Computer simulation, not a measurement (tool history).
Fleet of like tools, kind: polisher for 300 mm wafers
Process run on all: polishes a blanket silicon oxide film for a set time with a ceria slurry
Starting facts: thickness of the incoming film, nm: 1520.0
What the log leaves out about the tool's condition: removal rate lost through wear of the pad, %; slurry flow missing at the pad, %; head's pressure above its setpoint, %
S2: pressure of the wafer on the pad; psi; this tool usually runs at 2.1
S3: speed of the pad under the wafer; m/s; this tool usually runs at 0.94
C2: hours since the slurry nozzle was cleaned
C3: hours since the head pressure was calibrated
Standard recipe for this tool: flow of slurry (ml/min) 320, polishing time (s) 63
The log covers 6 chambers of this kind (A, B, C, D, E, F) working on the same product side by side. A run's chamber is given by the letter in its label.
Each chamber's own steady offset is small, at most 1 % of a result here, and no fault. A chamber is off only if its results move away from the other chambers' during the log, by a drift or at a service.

At day 0.167: chamber E: slurry nozzle cleaned.
Run 1C, day 0.200: usual settings; wafers polished on this pad 283; C2 227.4; C3 745.3. Result: film removed (nm) 212.39.
Run 2E, day 0.329: usual settings; wafers polished on this pad 876; C2 3.9; C3 1057.6. Result: film removed (nm) 203.54.
Run 3B, day 0.558: usual settings; wafers polished on this pad 556; C2 170.2; C3 606.5. Result: film removed (nm) 207.80.
Run 4F, day 0.808: usual settings; wafers polished on this pad 276; C2 312.2; C3 355.2. Result: film removed (nm) 210.67.
Run 5A, day 1.067: usual settings; wafers polished on this pad 1126; C2 218.9; C3 1352.9. Result: film removed (nm) 211.41.
At day 1.142: chamber A: slurry nozzle cleaned.
Run 6D, day 1.242: usual settings; wafers polished on this pad 286; C2 153.4; C3 485.6. Result: film removed (nm) 210.10.
Run 7A, day 1.446: usual settings; wafers polished on this pad 1186; C2 7.4; C3 1362.0. Result: film removed (nm) 209.53.
Run 8F, day 1.596: usual settings; wafers polished on this pad 399; C2 331.1; C3 374.1. Result: film removed (nm) 211.69.
Run 9C, day 1.733: usual settings; wafers polished on this pad 523; C2 264.2; C3 782.1. Result: film removed (nm) 207.60.
Run 10B, day 1.938: usual settings; wafers polished on this pad 772; C2 203.3; C3 639.6. Result: film removed (nm) 211.70.
Run 11E, day 2.096: usual settings; wafers polished on this pad 1153; C2 46.3; C3 1100.0. Result: film removed (nm) 208.69.
Run 12D, day 2.267: usual settings; wafers polished on this pad 447; C2 178.0; C3 510.2. Result: film removed (nm) 210.60.
Run 13C, day 2.392: usual settings but flow of slurry (ml/min) 365; wafers polished on this pad 626; C2 280.0; C3 797.9. Result: film removed (nm) 205.71.
Run 14B, day 2.538: usual settings but flow of slurry (ml/min) 365; wafers polished on this pad 866; C2 217.7; C3 654.0. Result: film removed (nm) 212.28.
At day 2.746: chamber A: worn pad replaced by a new one.
Run 15D, day 2.792: usual settings but flow of slurry (ml/min) 365; wafers polished on this pad 529; C2 190.6; C3 522.8. Result: film removed (nm) 211.74.
Run 16A, day 3.038: usual settings but flow of slurry (ml/min) 365; wafers polished on this pad 46; C2 45.6; C3 1400.2. Result: film removed (nm) 212.00.
At day 3.146: chamber E: worn pad replaced by a new one.
Run 17E, day 3.258: usual settings but flow of slurry (ml/min) 365; wafers polished on this pad 17; C2 74.2; C3 1127.9. Result: film removed (nm) 210.96.
At day 3.362: chamber C: slurry nozzle cleaned.
Run 18F, day 3.529: usual settings but flow of slurry (ml/min) 365; wafers polished on this pad 702; C2 377.5; C3 420.5. Result: film removed (nm) 212.24.
Run 19C, day 3.792: usual settings; wafers polished on this pad 846; C2 10.4; C3 831.5. Result: film removed (nm) 207.75.
At day 3.962: chamber B: worn pad replaced by a new one.
Run 20F, day 3.967: usual settings; wafers polished on this pad 771; C2 388.0; C3 431.0. Result: film removed (nm) 210.75.
Run 21E, day 4.229: usual settings but flow of slurry (ml/min) 370; wafers polished on this pad 169; C2 97.5; C3 1151.2. Result: film removed (nm) 209.23.
Run 22A, day 4.462: usual settings but flow of slurry (ml/min) 370; wafers polished on this pad 269; C2 79.8; C3 1434.4. Result: film removed (nm) 217.16.
Run 23B, day 4.583: usual settings but flow of slurry (ml/min) 370; wafers polished on this pad 97; C2 266.8; C3 703.1. Result: film removed (nm) 210.65.
Run 24D, day 4.812: usual settings but flow of slurry (ml/min) 370; wafers polished on this pad 846; C2 239.1; C3 571.3. Result: film removed (nm) 209.60.
Run 25E, day 5.058: usual settings but flow of slurry (ml/min) 370; wafers polished on this pad 299; C2 117.4; C3 1171.1. Result: film removed (nm) 214.74.
Run 26D, day 5.275: usual settings but flow of slurry (ml/min) 370; wafers polished on this pad 918; C2 250.2; C3 582.4. Result: film removed (nm) 211.80.
Run 27A, day 5.538: usual settings; wafers polished on this pad 437; C2 105.6; C3 1460.2. Result: film removed (nm) 210.95.
Run 28F, day 5.746: usual settings; wafers polished on this pad 1050; C2 430.7; C3 473.7. Result: film removed (nm) 212.79.
At day 5.808: chamber F: slurry nozzle cleaned.
Run 29C, day 5.938: usual settings; wafers polished on this pad 1182; C2 61.9; C3 883.0. Result: film removed (nm) 196.82.
Run 30B, day 6.067: usual settings; wafers polished on this pad 330; C2 302.4; C3 738.7. Result: film removed (nm) 211.00.
Run 31E, day 6.254: usual settings but S2 2.6 psi, S3 1.06 m/s; wafers polished on this pad 487; C2 146.1; C3 1199.8. Result: film removed (nm) 291.06.
At day 6.312: chamber F: worn pad replaced by a new one.
Run 32D, day 6.475: usual settings but S2 2.6 psi, S3 1.06 m/s; wafers polished on this pad 1106; C2 279.0; C3 611.2. Result: film removed (nm) 290.94.
Run 33B, day 6.746: usual settings but S2 2.6 psi, S3 1.06 m/s; wafers polished on this pad 436; C2 318.7; C3 755.0. Result: film removed (nm) 297.94.
Run 34C, day 6.971: usual settings but S2 2.6 psi, S3 1.06 m/s; wafers polished on this pad 1344; C2 86.7; C3 907.8. Result: film removed (nm) 266.04.
At day 7.142: chamber F: head pressure recalibrated.
Run 35F, day 7.229: usual settings but S2 2.6 psi, S3 1.06 m/s; wafers polished on this pad 144; C2 34.2; C3 2.1. Result: film removed (nm) 292.83.
Run 36A, day 7.408: usual settings but S2 2.6 psi, S3 1.06 m/s; wafers polished on this pad 731; C2 150.5; C3 1505.1. Result: film removed (nm) 293.75.
At day 7.638: chamber D: slurry nozzle cleaned.
Run 37B, day 7.667: usual settings; wafers polished on this pad 581; C2 340.8; C3 777.1. Result: film removed (nm) 210.05.
At day 7.679: chamber D: worn pad replaced by a new one.
Run 38D, day 7.808: usual settings; wafers polished on this pad 20; C2 4.1; C3 643.2. Result: film removed (nm) 213.08.
Run 39A, day 7.988: usual settings but S3 0.68 m/s, polishing time (s) 76; wafers polished on this pad 821; C2 164.4; C3 1519.0. Result: film removed (nm) 184.68.
Run 40C, day 8.129: usual settings but S3 0.68 m/s, polishing time (s) 76; wafers polished on this pad 1526; C2 114.5; C3 935.6. Result: film removed (nm) 163.49.

Has any chamber moved away from the others, gradually or after a service, or does the common gauge drift, or do the chambers differ only by their own small steady offsets? State the chamber and the most likely cause if one applies.

It is chamber C that slowly wanders off from its peers.
Likeliest cause: removal rate lost through wear of the pad, % = 9.81.
The log might look much the same if the cause were instead: head's pressure below its setpoint, %.

Below are 4 candidate recipes for chamber C's next run, each the usual settings with a change, their results shown as question marks. Which of them brings C's results back in line with what the other chambers give on the usual settings?
In-line tolerance around the mean of the other chambers on the usual settings: film removed (nm) 7.90
Run 41C-1, day 8.325: usual settings but S3 0.92 m/s, polishing time (s) 62. Result: film removed (nm) ?.
Run 41C-2, day 8.325: usual settings but flow of slurry (ml/min) 315, S3 0.84 m/s. Result: film removed (nm) ?.
Run 41C-3, day 8.325: usual settings but S2 2.2 psi, S3 1.00 m/s. Result: film removed (nm) ?.
Run 41C-4, day 8.325: usual settings but S3 0.96 m/s, polishing time (s) 64. Result: film removed (nm) ?.

Average result of the remaining chambers running the usual settings: film removed (nm) 209.79
  run  film removed (nm)
41C-1             181.35
41C-2             168.26
41C-3             209.54
41C-4             195.21
With 41C-3, the chamber falls back in line with the rest.
